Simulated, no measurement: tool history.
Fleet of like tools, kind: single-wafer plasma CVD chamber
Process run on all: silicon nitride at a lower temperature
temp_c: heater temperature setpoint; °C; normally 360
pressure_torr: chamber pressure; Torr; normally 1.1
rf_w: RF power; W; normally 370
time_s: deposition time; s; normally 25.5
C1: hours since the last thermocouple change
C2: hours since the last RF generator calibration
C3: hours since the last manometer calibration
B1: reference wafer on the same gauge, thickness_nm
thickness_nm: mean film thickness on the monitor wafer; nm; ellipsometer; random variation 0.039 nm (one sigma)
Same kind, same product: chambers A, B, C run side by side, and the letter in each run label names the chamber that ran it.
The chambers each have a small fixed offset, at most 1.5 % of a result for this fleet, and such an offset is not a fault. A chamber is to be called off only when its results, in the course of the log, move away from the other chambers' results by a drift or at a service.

{"run": "1A", "hour": 4.7, "temp_c": 360, "pressure_torr": 1.1, "rf_w": 370, "time_s": 25.5, "C1": 597.6, "C2": 221, "C3": 2058.3, "B1": 35.398, "thickness_nm": 31.078}
{"run": "2B", "hour": 12.5, "temp_c": 360, "pressure_torr": 1.1, "rf_w": 370, "time_s": 25.5, "C1": 187.2, "C2": 1060, "C3": 1441.1, "B1": 35.415, "thickness_nm": 30.966}
{"run": "3C", "hour": 20.4, "temp_c": 360, "pressure_torr": 1.1, "rf_w": 370, "time_s": 25.5, "C1": 1086.2, "C2": 1267.7, "C3": 800.2, "B1": 35.417, "thickness_nm": 30.742}
{"run": "4C", "hour": 27.1, "temp_c": 360, "pressure_torr": 1.1, "rf_w": 370, "time_s": 25.5, "C1": 1092.9, "C2": 1274.4, "C3": 806.9, "B1": 35.418, "thickness_nm": 30.784}
{"run": "5B", "hour": 32.4, "temp_c": 360, "pressure_torr": 1.1, "rf_w": 370, "time_s": 25.5, "C1": 207.1, "C2": 1079.9, "C3": 1461, "B1": 35.435, "thickness_nm": 30.968}
{"run": "6A", "hour": 38.4, "temp_c": 360, "pressure_torr": 1.1, "rf_w": 300, "time_s": 25.5, "C1": 631.3, "C2": 254.7, "C3": 2092, "B1": 35.444, "thickness_nm": 27.203}
{"run": "7B", "hour": 44.0, "temp_c": 360, "pressure_torr": 1.1, "rf_w": 300, "time_s": 25.5, "C1": 218.7, "C2": 1091.5, "C3": 1472.6, "B1": 35.449, "thickness_nm": 27.084}
{"run": "8A", "hour": 51.9, "temp_c": 360, "pressure_torr": 1.1, "rf_w": 300, "time_s": 25.5, "C1": 644.8, "C2": 268.2, "C3": 2105.5, "B1": 35.462, "thickness_nm": 27.237}
{"run": "9C", "hour": 59.9, "temp_c": 360, "pressure_torr": 1.1, "rf_w": 370, "time_s": 25.5, "C1": 1125.7, "C2": 1307.2, "C3": 839.7, "B1": 35.47, "thickness_nm": 30.908}
{"run": "10C", "hour": 63.9, "temp_c": 360, "pressure_torr": 1.1, "rf_w": 370, "time_s": 25.5, "C1": 1129.7, "C2": 1311.2, "C3": 843.7, "B1": 35.463, "thickness_nm": 30.789}
{"run": "11B", "hour": 68.2, "temp_c": 360, "pressure_torr": 1.1, "rf_w": 370, "time_s": 25.5, "C1": 242.9, "C2": 1115.7, "C3": 1496.8, "B1": 35.479, "thickness_nm": 30.965}
{"run": "12A", "hour": 76.5, "temp_c": 371, "pressure_torr": 0.87, "rf_w": 370, "time_s": 25.5, "C1": 669.4, "C2": 292.8, "C3": 2130.1, "B1": 35.484, "thickness_nm": 28.847}
{"run": "13B", "hour": 82.4, "temp_c": 371, "pressure_torr": 0.87, "rf_w": 370, "time_s": 25.5, "C1": 257.1, "C2": 1129.9, "C3": 1511, "B1": 35.479, "thickness_nm": 28.6}
{"run": "14A", "hour": 86.9, "temp_c": 371, "pressure_torr": 0.87, "rf_w": 370, "time_s": 25.5, "C1": 679.8, "C2": 303.2, "C3": 2140.5, "B1": 35.487, "thickness_nm": 28.829}
{"run": "15C", "hour": 94.8, "temp_c": 368, "pressure_torr": 1.1, "rf_w": 370, "time_s": 25.5, "C1": 1160.6, "C2": 1342.1, "C3": 874.6, "B1": 35.501, "thickness_nm": 30.808}
{"run": "16A", "hour": 98.8, "temp_c": 368, "pressure_torr": 1.1, "rf_w": 370, "time_s": 25.5, "C1": 691.7, "C2": 315.1, "C3": 2152.4, "B1": 35.506, "thickness_nm": 31.057}
{"run": "17C", "hour": 103.7, "temp_c": 368, "pressure_torr": 1.1, "rf_w": 370, "time_s": 25.5, "C1": 1169.5, "C2": 1351, "C3": 883.5, "B1": 35.51, "thickness_nm": 30.785}
{"run": "18B", "hour": 107.9, "temp_c": 360, "pressure_torr": 1.1, "rf_w": 370, "time_s": 25.5, "C1": 282.6, "C2": 1155.4, "C3": 1536.5, "B1": 35.507, "thickness_nm": 30.994}
{"run": "19B", "hour": 115.9, "temp_c": 360, "pressure_torr": 1.1, "rf_w": 370, "time_s": 25.5, "C1": 290.6, "C2": 1163.4, "C3": 1544.5, "B1": 35.536, "thickness_nm": 31.015}
{"run": "20A", "hour": 124.6, "temp_c": 360, "pressure_torr": 1.1, "rf_w": 370, "time_s": 25.5, "C1": 717.5, "C2": 340.9, "C3": 2178.2, "B1": 35.525, "thickness_nm": 31.216}
{"run": "21C", "hour": 130.4, "temp_c": 360, "pressure_torr": 1.1, "rf_w": 370, "time_s": 25.5, "C1": 1196.2, "C2": 1377.7, "C3": 910.2, "B1": 35.55, "thickness_nm": 30.988}
{"run": "22A", "hour": 138.0, "temp_c": 360, "pressure_torr": 1.1, "rf_w": 370, "time_s": 25.5, "C1": 730.9, "C2": 354.3, "C3": 2191.6, "B1": 35.554, "thickness_nm": 31.268}
{"run": "23B", "hour": 145.7, "temp_c": 360, "pressure_torr": 1.1, "rf_w": 370, "time_s": 25.5, "C1": 320.4, "C2": 1193.2, "C3": 1574.3, "B1": 35.546, "thickness_nm": 31.082}
{"run": "24C", "hour": 150.5, "temp_c": 360, "pressure_torr": 1.1, "rf_w": 370, "time_s": 25.5, "C1": 1216.3, "C2": 1397.8, "C3": 930.3, "B1": 35.553, "thickness_nm": 30.981}
{"run": "25B", "hour": 158.5, "temp_c": 360, "pressure_torr": 1.1, "rf_w": 370, "time_s": 25.5, "C1": 333.2, "C2": 1206, "C3": 1587.1, "B1": 35.575, "thickness_nm": 31.066}
{"run": "26C", "hour": 163.6, "temp_c": 360, "pressure_torr": 1.1, "rf_w": 370, "time_s": 25.5, "C1": 1229.4, "C2": 1410.9, "C3": 943.4, "B1": 35.571, "thickness_nm": 30.902}
{"run": "27A", "hour": 170.7, "temp_c": 360, "pressure_torr": 1.1, "rf_w": 370, "time_s": 28.3, "C1": 763.6, "C2": 387, "C3": 2224.3, "B1": 35.576, "thickness_nm": 34.629}

Has any chamber moved away from the others, gradually or after a service, or does the common gauge drift, or do the chambers differ only by their own small steady offsets? State the chamber and the most likely cause if one applies.

No chamber is off; the gauge reading every chamber's wafers drifts, which makes the whole fleet appear to move together.
Cause: gauge reads high (%) = 0.531.
